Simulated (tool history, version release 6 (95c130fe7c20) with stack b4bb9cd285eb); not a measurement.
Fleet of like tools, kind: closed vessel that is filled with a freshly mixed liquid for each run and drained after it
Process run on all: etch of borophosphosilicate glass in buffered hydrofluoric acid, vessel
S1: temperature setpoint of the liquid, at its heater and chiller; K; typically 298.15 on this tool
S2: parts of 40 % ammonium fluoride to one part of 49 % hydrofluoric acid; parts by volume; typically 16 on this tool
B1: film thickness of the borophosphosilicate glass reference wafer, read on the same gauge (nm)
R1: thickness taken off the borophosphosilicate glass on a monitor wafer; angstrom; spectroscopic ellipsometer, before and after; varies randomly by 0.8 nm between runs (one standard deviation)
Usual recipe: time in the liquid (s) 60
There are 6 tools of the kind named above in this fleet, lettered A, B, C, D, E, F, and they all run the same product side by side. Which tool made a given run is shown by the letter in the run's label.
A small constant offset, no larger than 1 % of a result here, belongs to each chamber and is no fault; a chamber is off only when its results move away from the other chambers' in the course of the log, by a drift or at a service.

run 1F hour=14.7 | S1=298.15 S2=16 time_in_the_liquid_(s)=60 | B1=109.98 | R1=861.73
run 2E hour=29.8 | S1=298.15 S2=16 time_in_the_liquid_(s)=60 | B1=109.97 | R1=847.76
-- hour=32.6 chamber E: hydrofluoric acid flow meter replaced
run 3C hour=44.2 | S1=298.15 S2=16 time_in_the_liquid_(s)=60 | B1=110.04 | R1=848.15
run 4A hour=58.6 | S1=298.15 S2=16 time_in_the_liquid_(s)=60 | B1=110 | R1=857.06
run 5B hour=70.8 | S1=298.15 S2=16 time_in_the_liquid_(s)=60 | B1=110 | R1=843.23
run 6D hour=82.3 | S1=298.15 S2=16 time_in_the_liquid_(s)=60 | B1=110 | R1=833.77
run 7F hour=92.9 | S1=298.15 S2=16 time_in_the_liquid_(s)=60 | B1=110 | R1=852.32
-- hour=96.4 chamber B: hydrofluoric acid flow meter replaced
run 8D hour=100.6 | S1=298.15 S2=16 time_in_the_liquid_(s)=80 | B1=110.03 | R1=1132.9
run 9C hour=112.6 | S1=298.15 S2=16 time_in_the_liquid_(s)=80 | B1=110.05 | R1=1116.4
run 10E hour=119.6 | S1=298.15 S2=16 time_in_the_liquid_(s)=80 | B1=110.02 | R1=1109.7
run 11B hour=133.7 | S1=298.15 S2=16 time_in_the_liquid_(s)=80 | B1=110.01 | R1=1150.9
run 12A hour=148.9 | S1=298.15 S2=16 time_in_the_liquid_(s)=80 | B1=110 | R1=1139
run 13B hour=161.4 | S1=298.15 S2=16 time_in_the_liquid_(s)=80 | B1=110 | R1=1132.5
run 14C hour=168.8 | S1=298.15 S2=16 time_in_the_liquid_(s)=60 | B1=110.01 | R1=845.9
run 15E hour=182.5 | S1=298.15 S2=16 time_in_the_liquid_(s)=60 | B1=109.99 | R1=850.41
run 16A hour=196.9 | S1=298.15 S2=16 time_in_the_liquid_(s)=60 | B1=110 | R1=829.95
run 17D hour=207.7 | S1=298.15 S2=16 time_in_the_liquid_(s)=60 | B1=109.98 | R1=863.23
-- hour=208.2 chamber B: thermometer replaced
-- hour=210.4 chamber A: hydrofluoric acid flow meter replaced
run 18F hour=215.2 | S1=298.15 S2=16 time_in_the_liquid_(s)=60 | B1=110.01 | R1=856.41
run 19B hour=227.8 | S1=298.15 S2=16 time_in_the_liquid_(s)=60 | B1=109.98 | R1=855.7
run 20A hour=235 | S1=298.15 S2=16 time_in_the_liquid_(s)=60 | B1=109.99 | R1=845.2
run 21F hour=243.2 | S1=298.15 S2=16 time_in_the_liquid_(s)=60 | B1=110 | R1=854.63
run 22D hour=255.9 | S1=298.15 S2=16 time_in_the_liquid_(s)=60 | B1=110.03 | R1=852.01
run 23E hour=269.3 | S1=298.15 S2=16 time_in_the_liquid_(s)=60 | B1=109.97 | R1=848.76
run 24C hour=276.4 | S1=298.15 S2=16 time_in_the_liquid_(s)=60 | B1=109.98 | R1=821.84
run 25D hour=287.7 | S1=298.15 S2=16 time_in_the_liquid_(s)=60 | B1=110 | R1=840.58
-- hour=287.9 chamber F: thermometer replaced
run 26F hour=294.4 | S1=298.15 S2=16 time_in_the_liquid_(s)=60 | B1=109.99 | R1=864.41
run 27A hour=309.7 | S1=298.15 S2=20 time_in_the_liquid_(s)=60 | B1=109.98 | R1=678.48
run 28E hour=324.2 | S1=298.15 S2=20 time_in_the_liquid_(s)=60 | B1=110 | R1=681.34
run 29B hour=337.9 | S1=298.15 S2=20 time_in_the_liquid_(s)=60 | B1=110.01 | R1=668.36
run 30C hour=352.3 | S1=298.15 S2=20 time_in_the_liquid_(s)=60 | B1=110 | R1=640.81
run 31B hour=363.6 | S1=298.15 S2=20 time_in_the_liquid_(s)=60 | B1=110.01 | R1=689.28
run 32E hour=371.4 | S1=298.15 S2=20 time_in_the_liquid_(s)=60 | B1=110.01 | R1=667.05
run 33C hour=384.6 | S1=298.15 S2=16 time_in_the_liquid_(s)=60 | B1=110 | R1=790.09
run 34A hour=394.8 | S1=298.15 S2=16 time_in_the_liquid_(s)=60 | B1=109.98 | R1=836.21
run 35F hour=407.7 | S1=298.15 S2=16 time_in_the_liquid_(s)=60 | B1=110.01 | R1=866.49
run 36D hour=419.6 | S1=298.15 S2=16 time_in_the_liquid_(s)=60 | B1=110 | R1=847.32
run 37A hour=428.7 | S1=298.15 S2=16 time_in_the_liquid_(s)=60 | B1=110 | R1=847.49
run 38B hour=439.5 | S1=298.15 S2=16 time_in_the_liquid_(s)=60 | B1=110 | R1=835.1
run 39C hour=447.3 | S1=303.15 S2=21.5 time_in_the_liquid_(s)=60 | B1=109.98 | R1=793.81
run 40E hour=456.5 | S1=303.15 S2=21.5 time_in_the_liquid_(s)=60 | B1=109.99 | R1=846.85
run 41D hour=467.9 | S1=303.15 S2=21.5 time_in_the_liquid_(s)=60 | B1=110.01 | R1=853.67

Decide between three cases: one chamber stands off from its peers, the gauge reading all wafers drifts, or nothing is wrong past each chamber's small offset. Where a chamber is off, say which and what most likely put it there.

It is chamber C that slowly wanders off from its peers.
Likeliest cause: hydrofluoric acid flow below the setpoint (%) = 9.52.
Not necessarily distinguishable in this log from: liquid colder than its thermometer reads (K).

Which of the 4 candidates below, each the usual settings with something changed and its results left as question marks, puts chamber C back in line with what the other chambers give on the usual settings?
In-line tolerance around the mean of the other chambers on the usual settings: R1 28 angstrom
run 42C-1 hour=479.1 | S1=300.15 S2=16 time_in_the_liquid_(s)=60 | R1=?
run 42C-2 hour=479.1 | S1=296.15 S2=16 time_in_the_liquid_(s)=60 | R1=?
run 42C-3 hour=479.1 | S1=297.65 S2=16 time_in_the_liquid_(s)=50 | R1=?
run 42C-4 hour=479.1 | S1=302.15 S2=16 time_in_the_liquid_(s)=60 | R1=?

The mean the other chambers reach with the usual settings: R1 852.27 angstrom
run=42C-1 R1=853.81
run=42C-2 R1=688.12
run=42C-3 R1=622.35
run=42C-4 R1=949.49
42C-1 is the one that brings the chamber's results back in line with the other chambers.

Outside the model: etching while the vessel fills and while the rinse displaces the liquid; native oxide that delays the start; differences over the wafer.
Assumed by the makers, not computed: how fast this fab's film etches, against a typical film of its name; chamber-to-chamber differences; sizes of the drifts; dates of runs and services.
